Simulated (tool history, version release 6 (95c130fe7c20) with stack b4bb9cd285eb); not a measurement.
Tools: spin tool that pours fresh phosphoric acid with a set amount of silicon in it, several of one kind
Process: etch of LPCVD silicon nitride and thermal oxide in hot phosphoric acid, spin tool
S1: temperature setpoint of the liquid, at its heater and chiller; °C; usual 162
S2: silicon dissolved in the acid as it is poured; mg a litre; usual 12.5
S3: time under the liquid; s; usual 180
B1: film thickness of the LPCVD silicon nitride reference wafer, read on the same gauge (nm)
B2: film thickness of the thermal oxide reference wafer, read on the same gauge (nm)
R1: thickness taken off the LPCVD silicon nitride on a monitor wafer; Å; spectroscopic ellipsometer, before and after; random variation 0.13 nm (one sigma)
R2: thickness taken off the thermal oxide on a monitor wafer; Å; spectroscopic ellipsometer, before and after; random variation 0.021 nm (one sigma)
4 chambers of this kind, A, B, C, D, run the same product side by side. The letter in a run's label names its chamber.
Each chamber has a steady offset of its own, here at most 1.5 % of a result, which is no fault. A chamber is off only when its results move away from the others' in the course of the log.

{"run": "1B", "hour": 11.7, "S1": 162, "S2": 12.5, "S3": 180, "B1": 139.98, "B2": 140.01, "R1": 168.45, "R2": 4.2972}
{"run": "2D", "hour": 18.1, "S1": 162, "S2": 12.5, "S3": 180, "B1": 140.01, "B2": 139.99, "R1": 164.86, "R2": 4.2255}
{"run": "3C", "hour": 29.8, "S1": 162, "S2": 12.5, "S3": 180, "B1": 140.03, "B2": 140.02, "R1": 165.89, "R2": 4.2629}
{"run": "4A", "hour": 37.6, "S1": 162, "S2": 12.5, "S3": 180, "B1": 139.96, "B2": 140.02, "R1": 167.21, "R2": 3.7838}
{"run": "5C", "hour": 44.1, "S1": 162, "S2": 12.5, "S3": 180, "B1": 139.97, "B2": 139.97, "R1": 166.44, "R2": 4.1231}
{"run": "6D", "hour": 53.6, "S1": 162, "S2": 12.5, "S3": 180, "B1": 140.04, "B2": 140.02, "R1": 165.88, "R2": 4.5161}
{"run": "7B", "hour": 61.0, "S1": 162, "S2": 12.5, "S3": 180, "B1": 140.02, "B2": 140.0, "R1": 168.1, "R2": 4.0817}
{"run": "8A", "hour": 72.4, "S1": 162, "S2": 12.5, "S3": 180, "B1": 140.05, "B2": 140.0, "R1": 166.64, "R2": 4.3641}
{"hour": 79.8, "done": "chamber C: thermometer replaced"}
{"run": "9D", "hour": 83.9, "S1": 162, "S2": 12.5, "S3": 180, "B1": 139.92, "B2": 139.98, "R1": 165.54, "R2": 4.1115}
{"run": "10C", "hour": 93.2, "S1": 162, "S2": 12.5, "S3": 180, "B1": 140.05, "B2": 140.01, "R1": 167.49, "R2": 4.3502}
{"run": "11B", "hour": 102.1, "S1": 162, "S2": 12.5, "S3": 180, "B1": 140.02, "B2": 139.99, "R1": 167.87, "R2": 4.3913}
{"run": "12A", "hour": 108.1, "S1": 162, "S2": 12.5, "S3": 180, "B1": 140.03, "B2": 140.01, "R1": 164.88, "R2": 4.5479}
{"run": "13D", "hour": 113.8, "S1": 162, "S2": 12.5, "S3": 180, "B1": 140.0, "B2": 139.99, "R1": 163.19, "R2": 4.1691}
{"run": "14A", "hour": 123.7, "S1": 162, "S2": 12.5, "S3": 180, "B1": 139.97, "B2": 140.0, "R1": 168.3, "R2": 4.6653}
{"run": "15B", "hour": 132.4, "S1": 162, "S2": 12.5, "S3": 180, "B1": 139.99, "B2": 139.99, "R1": 169.33, "R2": 3.9832}
{"run": "16C", "hour": 144.1, "S1": 162, "S2": 12.5, "S3": 180, "B1": 140.01, "B2": 140.02, "R1": 167.71, "R2": 4.5203}
{"run": "17C", "hour": 154.2, "S1": 162, "S2": 12.5, "S3": 180, "B1": 139.96, "B2": 140.0, "R1": 168.44, "R2": 4.4023}
{"run": "18A", "hour": 163.8, "S1": 162, "S2": 12.5, "S3": 180, "B1": 139.93, "B2": 140.01, "R1": 167.06, "R2": 4.2971}
{"run": "19D", "hour": 175.3, "S1": 162, "S2": 12.5, "S3": 180, "B1": 139.97, "B2": 140.0, "R1": 164.01, "R2": 4.3499}
{"run": "20B", "hour": 183.5, "S1": 162, "S2": 12.5, "S3": 180, "B1": 140.05, "B2": 139.99, "R1": 169.69, "R2": 4.4525}
{"run": "21B", "hour": 189.7, "S1": 162, "S2": 12.5, "S3": 180, "B1": 139.98, "B2": 139.99, "R1": 168.9, "R2": 4.1252}
{"run": "22C", "hour": 197.9, "S1": 162, "S2": 12.5, "S3": 180, "B1": 140.03, "B2": 140.02, "R1": 166.55, "R2": 4.4236}
{"run": "23A", "hour": 203.6, "S1": 162, "S2": 12.5, "S3": 180, "B1": 140.05, "B2": 140.0, "R1": 167.17, "R2": 4.2809}
{"run": "24D", "hour": 215.0, "S1": 162, "S2": 12.5, "S3": 180, "B1": 139.95, "B2": 139.97, "R1": 165.75, "R2": 4.7001}
{"run": "25D", "hour": 222.7, "S1": 162, "S2": 12.5, "S3": 180, "B1": 139.97, "B2": 140.01, "R1": 165.63, "R2": 4.551}
{"run": "26B", "hour": 233.8, "S1": 162, "S2": 12.5, "S3": 180, "B1": 139.96, "B2": 140.0, "R1": 168.58, "R2": 4.4143}
{"run": "27A", "hour": 244.6, "S1": 162, "S2": 12.5, "S3": 180, "B1": 139.98, "B2": 140.01, "R1": 168.61, "R2": 4.3889}
{"run": "28C", "hour": 255.6, "S1": 162, "S2": 12.5, "S3": 180, "B1": 139.93, "B2": 140.02, "R1": 166.76, "R2": 4.4071}
{"run": "29C", "hour": 262.3, "S1": 162, "S2": 12.5, "S3": 180, "B1": 139.98, "B2": 139.99, "R1": 166.3, "R2": 4.2836}
{"run": "30D", "hour": 271.8, "S1": 162, "S2": 12.5, "S3": 250, "B1": 139.92, "B2": 139.98, "R1": 230.54, "R2": 6.1889}
{"run": "31A", "hour": 278.2, "S1": 162, "S2": 12.5, "S3": 250, "B1": 140.0, "B2": 139.99, "R1": 232.14, "R2": 5.5969}
{"run": "32B", "hour": 286.9, "S1": 162, "S2": 12.5, "S3": 250, "B1": 140.03, "B2": 140.0, "R1": 233.09, "R2": 6.1304}
{"run": "33D", "hour": 298.2, "S1": 162, "S2": 12.5, "S3": 250, "B1": 139.99, "B2": 139.99, "R1": 227.64, "R2": 5.9316}
{"hour": 298.3, "done": "chamber B: thermometer replaced"}
{"run": "34B", "hour": 310.3, "S1": 162, "S2": 12.5, "S3": 180, "B1": 140.01, "B2": 140.02, "R1": 170.29, "R2": 4.3264}
{"run": "35C", "hour": 316.9, "S1": 162, "S2": 12.5, "S3": 180, "B1": 139.97, "B2": 139.99, "R1": 166.09, "R2": 4.3133}
{"run": "36A", "hour": 325.0, "S1": 162, "S2": 12.5, "S3": 180, "B1": 139.99, "B2": 140.0, "R1": 168.53, "R2": 4.208}
{"run": "37D", "hour": 336.7, "S1": 162, "S2": 12.5, "S3": 180, "B1": 140.06, "B2": 140.0, "R1": 166.6, "R2": 4.2312}

All 4 chambers run these settings next. Forecast each chamber's results:
{"run": "38A", "hour": 345.3, "S1": 162, "S2": 12.5, "S3": 180, "R1": "?", "R2": "?"}
{"run": "38B", "hour": 345.3, "S1": 162, "S2": 12.5, "S3": 180, "R1": "?", "R2": "?"}
{"run": "38C", "hour": 345.3, "S1": 162, "S2": 12.5, "S3": 180, "R1": "?", "R2": "?"}
{"run": "38D", "hour": 345.3, "S1": 162, "S2": 12.5, "S3": 180, "R1": "?", "R2": "?"}

run=38A R1=169.07 R2=3.9149
run=38B R1=167.15 R2=4.1745
run=38C R1=166.88 R2=4.1464
run=38D R1=166.11 R2=4.5668

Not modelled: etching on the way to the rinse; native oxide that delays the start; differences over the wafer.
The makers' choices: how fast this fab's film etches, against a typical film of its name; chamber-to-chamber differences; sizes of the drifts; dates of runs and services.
